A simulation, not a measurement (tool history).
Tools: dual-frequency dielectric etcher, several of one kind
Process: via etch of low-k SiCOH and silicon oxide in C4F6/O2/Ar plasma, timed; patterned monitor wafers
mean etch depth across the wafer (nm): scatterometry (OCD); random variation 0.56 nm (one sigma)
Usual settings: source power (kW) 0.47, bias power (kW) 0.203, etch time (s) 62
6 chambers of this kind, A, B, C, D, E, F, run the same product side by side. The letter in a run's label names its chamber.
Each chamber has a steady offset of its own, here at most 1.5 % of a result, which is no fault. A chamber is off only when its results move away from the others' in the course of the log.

run   hour  source power (kW)  bias power (kW)  etch time (s)  read-back reference wafer on the same gauge, depth_nm  mean etch depth across the wafer (nm)
 1F    9.2               0.47            0.203             62                                                 180.99                                 179.83
 2C   20.5               0.47            0.203             62                                                 180.98                                 178.31
      25.2  -- chamber A: wet clean of the chamber
 3E   31.4               0.47            0.203             62                                                 180.94                                 177.75
      35.4  -- chamber C: wet clean of the chamber
 4D   40.2               0.47            0.203             62                                                  180.9                                 178.32
 5B   49.9               0.47            0.203             62                                                 181.04                                 179.44
 6A   61.5               0.47            0.203             62                                                  181.1                                 179.98
      71.1  -- chamber D: wet clean of the chamber
 7B   74.7               0.47            0.203             62                                                  180.8                                  179.6
 8A   80.8               0.47            0.203             62                                                 181.08                                 179.58
 9E   88.7               0.47            0.203             62                                                 180.89                                 176.81
10C   95.5               0.47            0.203             62                                                 180.92                                 178.81
11D  108.8               0.47            0.203             62                                                 181.08                                 178.56
12F  114.7               0.47            0.165             62                                                 181.03                                  167.6
13F  122.9               0.47            0.165             62                                                 181.05                                 167.12
14E  132.2               0.47            0.165             62                                                 181.03                                 166.39
15A  138.9               0.47            0.165             62                                                 181.01                                 168.47
16D  151.3               0.47            0.165             62                                                 181.01                                 167.01
17C  157.3               0.47            0.165             62                                                  180.8                                 167.02
18B  163.8               0.47            0.203             62                                                 181.06                                 180.45
19F  175.1               0.47            0.203             62                                                 180.94                                 179.79
     180.8  -- chamber B: wet clean of the chamber
20A  184.1               0.47            0.203             62                                                 180.95                                 180.35
21B  194.5               0.47            0.203             62                                                 180.87                                 179.45
22E  205.4               0.47            0.203             62                                                 181.15                                 178.74
23C  211.4               0.47            0.203             62                                                 181.14                                 178.74
24D    222               0.47            0.203             62                                                  181.1                                 179.15
25B  232.4               0.47            0.203             62                                                 180.97                                 179.51
26F  242.4               0.47            0.203             62                                                 180.97                                 179.28
27A  250.2               0.47            0.203             62                                                 180.95                                 179.99
28D  261.7               0.47            0.203             62                                                 180.96                                 179.52
29E  268.2               0.47            0.203             62                                                 181.12                                 180.74
30C  275.9               0.47            0.203             62                                                 180.96                                 178.64
     278.5  -- chamber C: source power generator calibrated
31A  286.7               0.47            0.203             62                                                  180.9                                 179.51
32C  298.4               0.47            0.203             62                                                  181.1                                 179.72
33E  310.8               0.47            0.203             62                                                 180.97                                 179.84
34D  324.2               0.36            0.203           47.5                                                 180.91                                 123.25
35B  332.3               0.36            0.203           47.5                                                 180.88                                  123.7
36F  340.5               0.36            0.203           47.5                                                 180.88                                 124.37
37D  349.9               0.36            0.203           47.5                                                 181.02                                 123.66
38C  355.8               0.36            0.203           47.5                                                 181.07                                 124.27
39E  363.9               0.36            0.203           47.5                                                 181.11                                 126.14

Next, every chamber runs the same settings. What will each give?
40A  373.6               0.43            0.203             62                                                                                             ?
40B  373.6               0.43            0.203             62                                                                                             ?
40C  373.6               0.43            0.203             62                                                                                             ?
40D  373.6               0.43            0.203             62                                                                                             ?
40E  373.6               0.43            0.203             62                                                                                             ?
40F  373.6               0.43            0.203             62                                                                                             ?

run  mean etch depth across the wafer (nm)
40A                                 173.78
40B                                 173.16
40C                                 173.14
40D                                 171.83
40E                                 175.76
40F                                 172.16
